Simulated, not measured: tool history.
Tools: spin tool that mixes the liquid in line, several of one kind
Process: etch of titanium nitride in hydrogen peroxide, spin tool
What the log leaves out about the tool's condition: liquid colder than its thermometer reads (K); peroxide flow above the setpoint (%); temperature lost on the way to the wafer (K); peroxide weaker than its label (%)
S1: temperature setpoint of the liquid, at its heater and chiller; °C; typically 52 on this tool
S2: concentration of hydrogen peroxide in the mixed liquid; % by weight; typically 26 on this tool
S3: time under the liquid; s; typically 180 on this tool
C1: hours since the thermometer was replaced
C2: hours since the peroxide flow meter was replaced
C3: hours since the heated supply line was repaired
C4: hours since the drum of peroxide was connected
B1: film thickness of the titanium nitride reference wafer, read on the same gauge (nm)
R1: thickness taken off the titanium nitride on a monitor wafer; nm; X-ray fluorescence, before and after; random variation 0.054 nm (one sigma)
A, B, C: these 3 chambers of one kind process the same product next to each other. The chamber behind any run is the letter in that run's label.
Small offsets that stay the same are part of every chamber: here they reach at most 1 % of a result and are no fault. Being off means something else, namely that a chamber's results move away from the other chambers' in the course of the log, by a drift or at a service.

{"run": "1C", "hour": 3.6, "S1": 52, "S2": 26, "S3": 180, "C1": 268.4, "C2": 301.8, "C3": 1823.2, "C4": 97.9, "B1": 30.042, "R1": 6.892}
{"run": "2A", "hour": 6.6, "S1": 52, "S2": 26, "S3": 180, "C1": 2167.6, "C2": 136.8, "C3": 607.6, "C4": 389.4, "B1": 29.982, "R1": 6.9235}
{"run": "3B", "hour": 8.6, "S1": 52, "S2": 26, "S3": 180, "C1": 698.8, "C2": 428.6, "C3": 2968, "C4": 191.1, "B1": 29.973, "R1": 6.9296}
{"run": "4A", "hour": 12.8, "S1": 52, "S2": 26, "S3": 180, "C1": 2173.8, "C2": 143, "C3": 613.8, "C4": 395.6, "B1": 30.015, "R1": 6.8703}
{"run": "5C", "hour": 14.9, "S1": 52, "S2": 26, "S3": 180, "C1": 279.7, "C2": 313.1, "C3": 1834.5, "C4": 109.2, "B1": 30.028, "R1": 6.8192}
{"run": "6B", "hour": 19.0, "S1": 52, "S2": 26, "S3": 180, "C1": 709.2, "C2": 439, "C3": 2978.4, "C4": 201.5, "B1": 29.995, "R1": 6.9318}
{"run": "7B", "hour": 21.2, "S1": 43.5, "S2": 26, "S3": 115, "C1": 711.4, "C2": 441.2, "C3": 2980.6, "C4": 203.7, "B1": 30.023, "R1": 2.4062}
{"run": "8C", "hour": 24.4, "S1": 43.5, "S2": 26, "S3": 115, "C1": 289.2, "C2": 322.6, "C3": 1844, "C4": 118.7, "B1": 30.014, "R1": 2.3155}
{"run": "9A", "hour": 27.3, "S1": 43.5, "S2": 26, "S3": 115, "C1": 2188.3, "C2": 157.5, "C3": 628.3, "C4": 410.1, "B1": 30.023, "R1": 2.3447}
{"hour": 29.2, "done": "chamber B: peroxide flow meter replaced"}
{"run": "10B", "hour": 30.8, "S1": 52, "S2": 26, "S3": 180, "C1": 721, "C2": 1.6, "C3": 2990.2, "C4": 213.3, "B1": 30.067, "R1": 6.9428}
{"run": "11A", "hour": 33.9, "S1": 52, "S2": 20, "S3": 180, "C1": 2194.9, "C2": 164.1, "C3": 634.9, "C4": 416.7, "B1": 29.963, "R1": 6.4976}
{"run": "12C", "hour": 38.0, "S1": 52, "S2": 20, "S3": 180, "C1": 302.8, "C2": 336.2, "C3": 1857.6, "C4": 132.3, "B1": 30.06, "R1": 6.44}
{"run": "13B", "hour": 40.2, "S1": 52, "S2": 20, "S3": 180, "C1": 730.4, "C2": 11, "C3": 2999.6, "C4": 222.7, "B1": 30.078, "R1": 6.4757}
{"run": "14A", "hour": 42.9, "S1": 52, "S2": 23, "S3": 180, "C1": 2203.9, "C2": 173.1, "C3": 643.9, "C4": 425.7, "B1": 29.993, "R1": 6.6374}
{"run": "15C", "hour": 45.1, "S1": 52, "S2": 23, "S3": 180, "C1": 309.9, "C2": 343.3, "C3": 1864.7, "C4": 139.4, "B1": 30.004, "R1": 6.7325}
{"run": "16A", "hour": 47.9, "S1": 52, "S2": 23, "S3": 180, "C1": 2208.9, "C2": 178.1, "C3": 648.9, "C4": 430.7, "B1": 30.028, "R1": 6.6847}
{"run": "17C", "hour": 50.1, "S1": 60.5, "S2": 26, "S3": 230, "C1": 314.9, "C2": 348.3, "C3": 1869.7, "C4": 144.4, "B1": 29.953, "R1": 16.105}
{"run": "18B", "hour": 52.4, "S1": 60.5, "S2": 26, "S3": 230, "C1": 742.6, "C2": 23.2, "C3": 3011.8, "C4": 234.9, "B1": 30.009, "R1": 15.832}
{"run": "19A", "hour": 56.1, "S1": 60.5, "S2": 26, "S3": 230, "C1": 2217.1, "C2": 186.3, "C3": 657.1, "C4": 438.9, "B1": 29.99, "R1": 15.903}
{"run": "20C", "hour": 58.4, "S1": 52, "S2": 26, "S3": 180, "C1": 323.2, "C2": 356.6, "C3": 1878, "C4": 152.7, "B1": 30.039, "R1": 6.8423}
{"run": "21B", "hour": 60.8, "S1": 52, "S2": 26, "S3": 180, "C1": 751, "C2": 31.6, "C3": 3020.2, "C4": 243.3, "B1": 30.005, "R1": 6.9274}
{"run": "22B", "hour": 63.3, "S1": 52, "S2": 26, "S3": 180, "C1": 753.5, "C2": 34.1, "C3": 3022.7, "C4": 245.8, "B1": 30.004, "R1": 6.9097}

Next, every chamber runs the same settings. What will each give?
{"run": "23A", "hour": 66.4, "S1": 52, "S2": 26, "S3": 285, "R1": "?"}
{"run": "23B", "hour": 66.4, "S1": 52, "S2": 26, "S3": 285, "R1": "?"}
{"run": "23C", "hour": 66.4, "S1": 52, "S2": 26, "S3": 285, "R1": "?"}

run=23A R1=10.926
run=23B R1=10.898
run=23C R1=10.877

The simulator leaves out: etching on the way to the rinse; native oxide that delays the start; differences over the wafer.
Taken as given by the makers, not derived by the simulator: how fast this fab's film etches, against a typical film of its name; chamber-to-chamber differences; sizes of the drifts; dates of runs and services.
